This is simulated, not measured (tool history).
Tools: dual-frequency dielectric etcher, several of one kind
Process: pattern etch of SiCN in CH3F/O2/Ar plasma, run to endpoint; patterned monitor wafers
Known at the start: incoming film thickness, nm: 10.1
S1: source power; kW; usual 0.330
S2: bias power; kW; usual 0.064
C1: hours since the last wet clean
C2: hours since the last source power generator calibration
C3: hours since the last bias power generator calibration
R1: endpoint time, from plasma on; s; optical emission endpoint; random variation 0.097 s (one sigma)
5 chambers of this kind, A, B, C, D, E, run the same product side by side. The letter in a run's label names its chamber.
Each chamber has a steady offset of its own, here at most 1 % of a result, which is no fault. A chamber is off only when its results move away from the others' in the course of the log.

run	hour	S1	S2	C1	C2	C3	R1
1E	8.3	0.330	0.064	221.9	2331.8	1263.9	30.154
2A	15.0	0.330	0.064	546.0	1931.4	1195.1	30.009
3B	21.9	0.330	0.064	234.3	2266.8	388.3	30.494
4D	29.1	0.330	0.064	245.1	267.1	83.0	30.367
5C	37.2	0.330	0.064	130.0	281.0	1722.6	30.047
6E	43.3	0.330	0.064	256.9	2366.8	1298.9	29.969
7A	48.5	0.330	0.064	579.5	1964.9	1228.6	29.874
8C	55.2	0.330	0.064	148.0	299.0	1740.6	29.994
9B	61.9	0.330	0.064	274.3	2306.8	428.3	30.438
10D	69.7	0.370	0.064	285.7	307.7	123.6	28.987
11A	76.5	0.370	0.064	607.5	1992.9	1256.6	28.710
# hour 82.5: chamber A: wet clean of the chamber
12D	83.6	0.370	0.064	299.6	321.6	137.5	28.919
13C	87.9	0.370	0.064	180.7	331.7	1773.3	28.658
14B	96.3	0.370	0.064	308.7	2341.2	462.7	29.057
15E	102.4	0.330	0.064	316.0	2425.9	1358.0	30.142
16C	110.1	0.390	0.073	202.9	353.9	1795.5	26.713
17D	118.5	0.390	0.073	334.5	356.5	172.4	27.210
18B	123.9	0.390	0.073	336.3	2368.8	490.3	27.204
19A	128.6	0.390	0.073	46.1	2045.0	1308.7	26.726
20E	136.3	0.390	0.073	349.9	2459.8	1391.9	26.810
21E	143.9	0.360	0.075	357.5	2467.4	1399.5	27.383
22A	151.5	0.360	0.075	69.0	2067.9	1331.6	27.281
23D	157.0	0.360	0.075	373.0	395.0	210.9	27.755
24C	162.9	0.360	0.075	255.7	406.7	1848.3	27.271
25B	168.1	0.360	0.075	380.5	2413.0	534.5	27.768
26D	172.2	0.360	0.078	388.2	410.2	226.1	27.377
27A	176.5	0.360	0.078	94.0	2092.9	1356.6	27.007
28C	184.6	0.360	0.078	277.4	428.4	1870.0	26.790
29E	193.0	0.360	0.078	406.6	2516.5	1448.6	27.052
30B	201.7	0.360	0.078	414.1	2446.6	568.1	27.307
31A	207.8	0.330	0.064	125.3	2124.2	1387.9	29.934
32C	213.6	0.360	0.050	306.4	457.4	1899.0	30.948
33B	222.3	0.360	0.050	434.7	2467.2	588.7	31.731
34E	227.3	0.360	0.050	440.9	2550.8	1482.9	31.750
35D	236.1	0.360	0.050	452.1	474.1	290.0	31.869
36C	240.5	0.360	0.050	333.3	484.3	1925.9	31.064
37E	248.2	0.330	0.064	461.8	2571.7	1503.8	29.920
38D	255.8	0.390	0.074	471.8	493.8	309.7	27.091

Is one chamber off against the others, does the gauge drift, or is nothing wrong? If a chamber is off, say which, and what the likeliest cause is.

Chamber C drifts away from the others.
Cause: etch rate over this chamber's usual, % = 3.11.

Here are 4 candidates for chamber C's next run, each the usual settings with a change, their results left as question marks. Which one brings its results back in line with what the others give on the usual settings?
In line means no further than this from the other chambers' mean on the usual settings: R1 0.340 s
39C-1	262.5	0.380	0.064				?
39C-2	262.5	0.330	0.069				?
39C-3	262.5	0.330	0.059				?
39C-4	262.5	0.310	0.059				?

The other chambers' mean on the usual settings: R1 30.154 s
run	R1
39C-1	27.827
39C-2	28.586
39C-3	30.204
39C-4	30.932
39C-3 brings the chamber back in line.
